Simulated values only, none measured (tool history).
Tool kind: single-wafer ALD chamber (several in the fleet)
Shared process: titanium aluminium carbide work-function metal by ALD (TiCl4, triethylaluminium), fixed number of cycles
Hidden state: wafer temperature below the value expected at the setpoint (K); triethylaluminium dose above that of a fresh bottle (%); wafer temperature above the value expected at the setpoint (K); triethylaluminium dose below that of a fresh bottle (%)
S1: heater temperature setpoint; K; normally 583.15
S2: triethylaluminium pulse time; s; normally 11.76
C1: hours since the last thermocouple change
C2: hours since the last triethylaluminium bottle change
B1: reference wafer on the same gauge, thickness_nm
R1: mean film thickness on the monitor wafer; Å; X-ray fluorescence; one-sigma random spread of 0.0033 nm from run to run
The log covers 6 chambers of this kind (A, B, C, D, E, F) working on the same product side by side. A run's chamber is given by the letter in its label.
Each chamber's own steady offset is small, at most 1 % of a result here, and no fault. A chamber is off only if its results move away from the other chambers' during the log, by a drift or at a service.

run 1E hour=2.9 | S1=583.15 S2=11.76 | C1=1231.6 C2=835.1 | B1=1.7308 | R1=21.286
-- hour=4.7 chamber C: triethylaluminium bottle replaced
run 2A hour=5.7 | S1=583.15 S2=11.76 | C1=934.5 C2=1156.4 | B1=1.7299 | R1=20.945
run 3B hour=8.2 | S1=583.15 S2=11.76 | C1=1727.3 C2=113.0 | B1=1.7308 | R1=21.122
run 4D hour=11.5 | S1=583.15 S2=11.76 | C1=1183.2 C2=565.4 | B1=1.7303 | R1=21.254
run 5F hour=13.6 | S1=598.15 S2=11.76 | C1=241.1 C2=1244.4 | B1=1.7309 | R1=22.343
run 6C hour=18.1 | S1=598.15 S2=11.76 | C1=1905.4 C2=13.4 | B1=1.7324 | R1=22.370
run 7B hour=20.5 | S1=598.15 S2=11.76 | C1=1739.6 C2=125.3 | B1=1.7321 | R1=22.589
run 8D hour=22.9 | S1=598.15 S2=11.76 | C1=1194.6 C2=576.8 | B1=1.7320 | R1=22.545
run 9C hour=25.2 | S1=598.15 S2=11.76 | C1=1912.5 C2=20.5 | B1=1.7323 | R1=22.361
run 10F hour=27.4 | S1=598.15 S2=11.76 | C1=254.9 C2=1258.2 | B1=1.7326 | R1=22.385
run 11E hour=30.0 | S1=583.15 S2=11.76 | C1=1258.7 C2=862.2 | B1=1.7333 | R1=21.279
run 12A hour=32.3 | S1=583.15 S2=11.76 | C1=961.1 C2=1183.0 | B1=1.7338 | R1=21.066
run 13D hour=35.6 | S1=583.15 S2=11.76 | C1=1207.3 C2=589.5 | B1=1.7331 | R1=21.301
run 14F hour=37.7 | S1=583.15 S2=11.76 | C1=265.2 C2=1268.5 | B1=1.7337 | R1=21.090
run 15A hour=42.2 | S1=583.15 S2=11.76 | C1=971.0 C2=1192.9 | B1=1.7341 | R1=21.038
run 16B hour=45.9 | S1=583.15 S2=11.76 | C1=1765.0 C2=150.7 | B1=1.7340 | R1=21.203
run 17C hour=48.1 | S1=583.15 S2=11.76 | C1=1935.4 C2=43.4 | B1=1.7345 | R1=21.048
run 18E hour=50.9 | S1=583.15 S2=11.76 | C1=1279.6 C2=883.1 | B1=1.7341 | R1=21.302
run 19D hour=54.4 | S1=583.15 S2=11.76 | C1=1226.1 C2=608.3 | B1=1.7349 | R1=21.280
run 20C hour=56.9 | S1=583.15 S2=11.76 | C1=1944.2 C2=52.2 | B1=1.7356 | R1=21.108
run 21B hour=61.1 | S1=583.15 S2=11.76 | C1=1780.2 C2=165.9 | B1=1.7355 | R1=21.178
run 22E hour=63.4 | S1=583.15 S2=11.76 | C1=1292.1 C2=895.6 | B1=1.7364 | R1=21.341
run 23F hour=65.4 | S1=583.15 S2=11.76 | C1=292.9 C2=1296.2 | B1=1.7362 | R1=21.089
run 24A hour=68.4 | S1=583.15 S2=11.76 | C1=997.2 C2=1219.1 | B1=1.7369 | R1=21.074
run 25E hour=72.0 | S1=588.15 S2=15.40 | C1=1300.7 C2=904.2 | B1=1.7362 | R1=22.121
run 26D hour=74.8 | S1=588.15 S2=15.40 | C1=1246.5 C2=628.7 | B1=1.7368 | R1=21.981
run 27A hour=77.8 | S1=588.15 S2=15.40 | C1=1006.6 C2=1228.5 | B1=1.7375 | R1=21.856
run 28C hour=80.5 | S1=588.15 S2=15.40 | C1=1967.8 C2=75.8 | B1=1.7376 | R1=21.828
run 29B hour=84.6 | S1=588.15 S2=15.40 | C1=1803.7 C2=189.4 | B1=1.7377 | R1=21.910
run 30F hour=86.6 | S1=588.15 S2=15.40 | C1=314.1 C2=1317.4 | B1=1.7380 | R1=21.861
run 31F hour=89.1 | S1=583.15 S2=11.76 | C1=316.6 C2=1319.9 | B1=1.7380 | R1=21.110
run 32E hour=93.5 | S1=583.15 S2=11.76 | C1=1322.2 C2=925.7 | B1=1.7384 | R1=21.289
run 33A hour=96.2 | S1=583.15 S2=11.76 | C1=1025.0 C2=1246.9 | B1=1.7392 | R1=21.055
run 34B hour=99.1 | S1=583.15 S2=11.76 | C1=1818.2 C2=203.9 | B1=1.7386 | R1=21.203
run 35D hour=101.6 | S1=583.15 S2=13.93 | C1=1273.3 C2=655.5 | B1=1.7393 | R1=21.557
run 36C hour=104.8 | S1=583.15 S2=13.93 | C1=1992.1 C2=100.1 | B1=1.7394 | R1=21.427
run 37B hour=109.0 | S1=583.15 S2=13.93 | C1=1828.1 C2=213.8 | B1=1.7393 | R1=21.461
run 38A hour=113.0 | S1=583.15 S2=13.93 | C1=1041.8 C2=1263.7 | B1=1.7397 | R1=21.301
run 39D hour=117.3 | S1=583.15 S2=13.93 | C1=1289.0 C2=671.2 | B1=1.7407 | R1=21.531

Decide between three cases: one chamber stands off from its peers, the gauge reading all wafers drifts, or nothing is wrong past each chamber's small offset. Where a chamber is off, say which and what most likely put it there.

The gauge drifts, so all chambers seem to drift together. No chamber is off.
What lies behind it: gauge reads high (%) = 0.633.
